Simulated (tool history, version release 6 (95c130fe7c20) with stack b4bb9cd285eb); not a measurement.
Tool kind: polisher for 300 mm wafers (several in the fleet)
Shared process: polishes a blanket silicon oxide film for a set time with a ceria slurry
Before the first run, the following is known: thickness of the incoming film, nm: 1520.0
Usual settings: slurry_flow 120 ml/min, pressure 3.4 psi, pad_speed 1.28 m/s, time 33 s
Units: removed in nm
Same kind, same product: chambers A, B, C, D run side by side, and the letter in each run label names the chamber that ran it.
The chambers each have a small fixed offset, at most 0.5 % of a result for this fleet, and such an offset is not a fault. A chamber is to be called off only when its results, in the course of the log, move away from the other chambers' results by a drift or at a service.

run     day  slurry_flow  pressure  pad_speed  time  wafers polished on this pad  hours since the slurry nozzle was cleaned  hours since the head pressure was calibrated  removed
      0.146  -- chamber D: slurry nozzle cleaned
      0.392  -- chamber B: worn pad replaced by a new one
 1A   0.421          120       3.4       1.28    33                          651                                      193.5                                         603.1   179.14
 2B   0.675          120       3.4       1.28    33                           84                                      367.2                                         490.8   182.71
      0.862  -- chamber C: worn pad replaced by a new one
 3C   0.917          120       3.4       1.28    33                           16                                      320.4                                         203.9    178.2
 4D   1.238          120       3.4       1.28    33                          690                                       26.3                                            92   178.13
 5B   1.546          120       3.4       1.28    33                          343                                      388.1                                         511.7   177.02
 6D   1.946          120       3.4       1.28    33                          901                                       43.3                                           109   182.51
 7C   2.329          120       3.4       1.28    33                          436                                      354.3                                         237.8    182.4
 8A   2.562          120       3.4       1.28    33                         1289                                      244.9                                         654.5   178.79
        2.7  -- chamber D: worn pad replaced by a new one
      2.762  -- chamber B: worn pad replaced by a new one
 9A   2.904          120       3.4          1    33                         1391                                      253.1                                         662.7   144.45
      3.262  -- chamber C: worn pad replaced by a new one
10D   3.312          120       3.4          1    33                          182                                       76.1                                         141.8   138.59
11B   3.642          120       3.4          1    33                          262                                      438.4                                           562   140.49
12C   3.908          120       3.4          1    33                          192                                      392.2                                         275.7   140.49
13C   4.279          120       3.4       0.98    22                          303                                      401.1                                         284.6   90.995
      4.479  -- chamber B: slurry nozzle cleaned
14B   4.646          120       3.4       0.98    22                          561                                          4                                         586.1   92.098
15D   4.929          120       3.4       0.98    22                          664                                      114.9                                         180.6   92.562
16A   5.212          120       3.4       0.98    22                         2078                                      308.5                                         718.1   91.298
17D   5.483          120       3.4       1.28    33                          829                                      128.2                                         193.9   177.99
      5.621  -- chamber B: worn pad replaced by a new one
18B   5.825          120       3.4       1.28    33                           60                                       32.3                                         614.4   180.47
      6.012  -- chamber D: worn pad replaced by a new one
      6.058  -- chamber C: worn pad replaced by a new one
19C   6.146          120       3.4       1.28    33                           27                                      445.9                                         329.4   178.11
20A     6.5          120       3.4       1.28    33                         2461                                      339.4                                           749   179.03
21B   6.729          120       3.4       1.28    33                          330                                         54                                         636.1   179.89
22C   7.042          120       3.4       1.28    33                          293                                      467.4                                         350.9   180.11
23A   7.271          120       3.4       1.28    33                         2691                                      357.9                                         767.5   173.21
24D   7.679          120       2.4       1.28    26                          496                                      180.9                                         246.6    99.75
25D   8.046          120       2.4       1.28    26                          605                                      189.7                                         255.4    99.75
      8.071  -- chamber B: worn pad replaced by a new one
26A   8.467          120       2.4       1.28    26                         3047                                      386.6                                         796.2   97.406
      8.571  -- chamber C: worn pad replaced by a new one
27B   8.658          120       2.4       1.28    26                          175                                      100.3                                         682.4   100.08
28C   8.842          100       3.4       1.28    33                           81                                      510.6                                         394.1   172.18
29B   9.062          100       3.4       1.28    33                          295                                        110                                         692.1    171.4
30D   9.379          100       3.4       1.28    33                         1002                                      221.7                                         287.4   171.89
31C   9.604          100       3.4       1.28    33                          308                                      528.9                                         412.4   170.11
      9.712  -- chamber D: worn pad replaced by a new one
32A     9.8          120       2.4       1.28    33                         3444                                      418.6                                         828.2   120.01
33B  10.133          120       2.4       1.28    33                          614                                      135.7                                         717.8    126.1
34C  10.404          120       2.4       1.28    33                          546                                      548.1                                         431.6   126.91
     10.571  -- chamber B: worn pad replaced by a new one
35A  10.621          120       2.4       1.28    33                         3688                                      438.3                                         847.9   122.28
36D    10.8          120       3.4       1.28    33                          324                                      255.8                                         321.5   179.86
     11.046  -- chamber A: slurry nozzle cleaned
37B   11.15          120       3.4       1.28    33                          173                                      160.1                                         742.2   180.34
     11.454  -- chamber C: worn pad replaced by a new one
38C  11.462          120       3.4       1.28    33                            3                                      573.5                                           457   179.53
39D  11.729          120       3.4       1.28    33                          601                                      278.1                                         343.8    179.6
40A  12.004          120       3.4       1.28    33                         4100                                         23                                         881.1    171.1
41A  12.396          120       3.4       1.28    33                         4217                                       32.4                                         890.5   169.28
42B  12.708          120       3.4       1.28    33                          637                                      197.5                                         779.6   179.27
43C  12.971          120       2.8       1.28    33                          452                                      609.7                                         493.2   148.63

The same settings go to every chamber for the next run, one line per chamber below. Forecast the results for each:
44A  13.275          120       3.4       1.28    22                                                                                                                              ?
44B  13.275          120       3.4       1.28    22                                                                                                                              ?
44C  13.275          120       3.4       1.28    22                                                                                                                              ?
44D  13.275          120       3.4       1.28    22                                                                                                                              ?

run  removed
44A   111.32
44B    119.2
44C   118.45
44D   119.54
